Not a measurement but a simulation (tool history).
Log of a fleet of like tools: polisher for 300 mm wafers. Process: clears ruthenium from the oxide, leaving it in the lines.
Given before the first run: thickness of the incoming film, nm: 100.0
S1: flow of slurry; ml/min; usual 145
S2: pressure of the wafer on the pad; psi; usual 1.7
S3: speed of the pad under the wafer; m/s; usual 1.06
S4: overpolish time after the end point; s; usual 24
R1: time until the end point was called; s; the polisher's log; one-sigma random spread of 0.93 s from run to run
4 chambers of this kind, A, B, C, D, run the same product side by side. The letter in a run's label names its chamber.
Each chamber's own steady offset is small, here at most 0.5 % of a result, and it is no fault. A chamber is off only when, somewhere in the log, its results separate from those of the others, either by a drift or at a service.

run	hour	S1	S2	S3	S4	R1
# hour 1.1: chamber D: worn pad replaced by a new one
1A	8.3	145	1.7	1.06	24	91.096
2D	19.0	145	1.7	1.06	24	89.552
3C	29.2	145	1.7	1.06	24	89.818
# hour 30.9: chamber D: slurry nozzle cleaned
4B	40.0	145	1.7	1.06	24	88.905
5C	45.3	145	1.7	1.06	24	92.292
6D	50.5	145	1.7	1.06	24	91.242
7B	55.2	145	1.7	1.06	24	90.479
8A	61.7	145	1.7	1.06	24	88.988
# hour 69.1: chamber C: worn pad replaced by a new one
# hour 71.9: chamber A: worn pad replaced by a new one
9A	72.6	145	1.7	1.06	24	90.550
10D	82.5	145	1.7	1.06	24	89.803
# hour 87.4: chamber A: head pressure recalibrated
11B	87.9	175	1.7	1.06	24	87.503
# hour 96.9: chamber D: worn pad replaced by a new one
# hour 98.2: chamber C: slurry nozzle cleaned
12C	98.2	175	1.7	1.06	24	88.674
# hour 105.8: chamber B: slurry nozzle cleaned
13B	106.5	175	1.7	1.06	24	88.349
14C	113.6	175	1.7	1.06	24	88.806
15D	118.5	145	1.7	1.06	24	90.637
16A	123.6	145	1.7	1.06	24	91.172
17A	131.2	145	1.7	1.06	24	90.561
18D	138.3	145	1.7	1.06	24	90.724
# hour 145.8: chamber B: worn pad replaced by a new one
19B	148.2	145	1.7	1.06	24	89.196
20C	155.1	145	1.7	1.06	24	90.181
21D	163.8	145	1.7	1.06	24	90.272
22B	170.2	145	1.7	0.90	33	105.620
23A	179.0	145	1.7	0.90	33	106.940
# hour 180.7: chamber D: worn pad replaced by a new one
24C	186.3	145	1.7	0.90	33	104.860
25B	194.7	145	1.7	0.90	33	108.110
# hour 196.5: chamber A: worn pad replaced by a new one
26C	202.2	145	1.7	1.06	24	91.100
27A	209.2	145	1.7	1.06	24	89.967
# hour 211.8: chamber C: worn pad replaced by a new one
28D	218.9	185	1.3	1.06	24	115.480
29C	227.5	185	1.3	1.06	24	115.980
30D	233.5	185	1.3	1.06	24	114.210
31A	239.8	185	1.3	1.06	24	113.890

Next, all 4 chambers run the settings below, one line each with question marks for the results. What does each chamber give?
32A	247.6	145	1.7	1.06	24	?
32B	247.6	145	1.7	1.06	24	?
32C	247.6	145	1.7	1.06	24	?
32D	247.6	145	1.7	1.06	24	?

run	R1
32A	90.907
32B	90.128
32C	89.813
32D	89.701
